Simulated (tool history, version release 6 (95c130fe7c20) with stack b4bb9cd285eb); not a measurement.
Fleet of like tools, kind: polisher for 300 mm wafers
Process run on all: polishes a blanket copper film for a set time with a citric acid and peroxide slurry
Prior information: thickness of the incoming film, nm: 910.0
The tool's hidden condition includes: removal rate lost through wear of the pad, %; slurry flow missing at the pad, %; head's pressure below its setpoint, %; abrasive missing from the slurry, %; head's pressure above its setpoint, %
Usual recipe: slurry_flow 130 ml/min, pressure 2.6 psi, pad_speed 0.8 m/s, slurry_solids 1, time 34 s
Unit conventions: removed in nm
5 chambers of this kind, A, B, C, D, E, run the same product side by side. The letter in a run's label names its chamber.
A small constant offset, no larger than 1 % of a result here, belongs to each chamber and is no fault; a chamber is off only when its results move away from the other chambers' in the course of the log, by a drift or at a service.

run,hour,slurry_flow,pressure,pad_speed,slurry_solids,time,wafers polished on this pad,hours since the slurry nozzle was cleaned,hours since the head pressure was calibrated,hours since the slurry blender was calibrated,removed
# hour 4.6: chamber B: worn pad replaced by a new one
1A,5.9,130,2.6,0.8,1,34,923,54.4,292.2,76.2,57.616
2C,12.6,130,2.6,0.8,1,34,263,481.5,90.9,288.4,57.605
3B,24.3,130,2.6,0.8,1,34,228,552.6,674.1,56.9,57.292
# hour 28.2: chamber D: worn pad replaced by a new one
# hour 29.8: chamber C: slurry blender recalibrated
4E,34.7,130,2.6,0.8,1,34,500,108.6,219.7,159.2,56.666
5D,43.9,130,2.6,0.8,1,34,182,332.2,198.6,142.7,56.577
# hour 46.4: chamber A: worn pad replaced by a new one
6E,53.6,130,3,0.8,0.8,34,719,127.5,238.6,178.1,61.5
# hour 58: chamber A: slurry blender recalibrated
7B,65.4,130,3,0.8,0.8,34,705,593.7,715.2,98,63.296
8D,72.5,130,3,0.8,0.8,34,513,360.8,227.2,171.3,61.711
# hour 79.6: chamber C: worn pad replaced by a new one
9C,82.4,130,3,0.8,0.8,34,32,551.3,160.7,52.7,62.651
# hour 83.6: chamber B: worn pad replaced by a new one
# hour 93: chamber B: slurry blender recalibrated
10A,94.4,130,3,0.8,0.8,34,556,142.9,380.7,36.5,62.851
# hour 98.7: chamber E: worn pad replaced by a new one
11C,105.5,130,2.9,0.92,1,34,300,574.4,183.8,75.8,72.895
# hour 114.8: chamber D: worn pad replaced by a new one
12A,117.3,130,2.9,0.92,1,34,822,165.8,403.6,59.4,74.305
# hour 122.4: chamber D: head pressure recalibrated
13D,130.2,130,2.9,0.92,1,34,179,418.5,7.9,229,70.321
14B,142.5,130,2.9,0.92,1,34,683,670.8,792.3,49.6,73.84
15E,149.3,130,2.9,0.92,1,34,587,223.2,334.3,273.8,71.764
# hour 158.1: chamber A: worn pad replaced by a new one
# hour 158.4: chamber C: worn pad replaced by a new one
16E,160.2,130,2.6,0.8,1,34,713,234.1,345.2,284.7,56.976
# hour 160.5: chamber B: worn pad replaced by a new one
# hour 161: chamber E: slurry blender recalibrated
17A,170.5,130,2.6,0.8,1,34,144,219,456.8,112.6,57.85
# hour 172.8: chamber C: slurry nozzle cleaned
18D,181.7,130,2.6,0.8,1,34,776,470,59.4,280.5,55.373
# hour 187.2: chamber A: slurry blender recalibrated
19C,192.4,90,2.6,0.8,1,30,394,19.6,270.7,162.7,46.879
# hour 193.3: chamber D: worn pad replaced by a new one
20B,198.4,90,2.6,0.8,1,30,439,726.7,848.2,105.5,46.523
21C,209.9,90,2.6,0.8,1,30,597,37.1,288.2,180.2,46.355
22B,215.9,90,2.6,0.8,1,30,642,744.2,865.7,123,47.265
# hour 220.4: chamber B: slurry blender recalibrated
# hour 220.8: chamber E: worn pad replaced by a new one
23A,226.3,90,2.6,0.8,1,30,791,274.8,512.6,39.2,45.743
# hour 232.7: chamber C: worn pad replaced by a new one
24D,235.6,130,2.6,0.8,1,34,491,523.9,113.3,334.4,54.866
# hour 242.4: chamber B: worn pad replaced by a new one
25E,244.1,130,2.6,0.8,1,34,271,318,429.1,83.2,56.542
26C,255.9,130,2.6,0.8,1,34,269,83.1,334.2,226.2,57.553
# hour 259.9: chamber B: slurry nozzle cleaned
27B,266.4,130,2.6,0.8,1.2,42,278,6.5,916.2,46,73.049
# hour 272.7: chamber D: worn pad replaced by a new one
# hour 274.6: chamber D: slurry nozzle cleaned
28D,274.9,130,2.6,0.8,1.2,42,25,0.3,152.6,373.7,71.417
# hour 281.6: chamber A: worn pad replaced by a new one
29A,286.1,130,2.6,0.8,1.2,42,53,334.6,572.4,99,73.312
# hour 288.9: chamber A: slurry blender recalibrated
30E,297.9,130,2.6,0.8,1.2,42,894,371.8,482.9,137,71.843
31E,304.6,130,2.6,0.8,1.2,42,972,378.5,489.6,143.7,72.945
32C,312,130,2.6,0.8,1,34,919,139.2,390.3,282.3,57.926
# hour 313.1: chamber C: worn pad replaced by a new one
# hour 321.6: chamber B: worn pad replaced by a new one
33D,323.4,130,2.6,0.8,1,34,588,48.8,201.1,422.2,54.176
34A,334.8,130,2.6,0.8,1,34,617,383.3,621.1,46,57.016
# hour 339.2: chamber E: worn pad replaced by a new one
# hour 339.6: chamber C: slurry blender recalibrated
35B,346.4,130,2.6,0.8,1,34,288,86.5,996.2,126,57.061
36D,352.3,130,2.6,0.8,1,34,923,77.7,230,451.1,53.35
# hour 352.4: chamber A: head pressure recalibrated
# hour 355.3: chamber B: slurry blender recalibrated
37C,362,130,3,0.8,1,34,567,189.2,440.3,22.5,66.598
38E,369.5,130,3,0.8,1,34,352,443.4,554.5,208.6,64.8
# hour 379.2: chamber A: worn pad replaced by a new one
39B,382,130,3,0.8,1,34,701,122.1,1031.8,26.7,66.213
40A,389.1,130,3,0.8,1,34,115,437.6,36.7,100.3,64.452

Has any chamber moved away from the others, gradually or after a service, or does the common gauge drift, or do the chambers differ only by their own small steady offsets? State the chamber and the most likely cause if one applies.

Little by little, chamber D moves away from the other chambers.
Likeliest cause: abrasive missing from the slurry, % = 25.9.

Which of the 4 candidates below, each the usual settings with something changed and its results left as question marks, puts chamber D back in line with what the other chambers give on the usual settings?
In line means no further than this from the other chambers' mean on the usual settings: removed 1.4 nm
41D-1,398.7,130,2.6,0.82,1,34,,,,,?
41D-2,398.7,130,2.4,0.8,1,34,,,,,?
41D-3,398.7,130,2.8,0.8,1,34,,,,,?
41D-4,398.7,130,2.6,0.78,1,34,,,,,?

Other chambers, usual settings, mean: removed 57.31 nm
run,removed
41D-1,54.546
41D-2,49.276
41D-3,57.218
41D-4,51.948
With 41D-3, the chamber falls back in line with the rest.

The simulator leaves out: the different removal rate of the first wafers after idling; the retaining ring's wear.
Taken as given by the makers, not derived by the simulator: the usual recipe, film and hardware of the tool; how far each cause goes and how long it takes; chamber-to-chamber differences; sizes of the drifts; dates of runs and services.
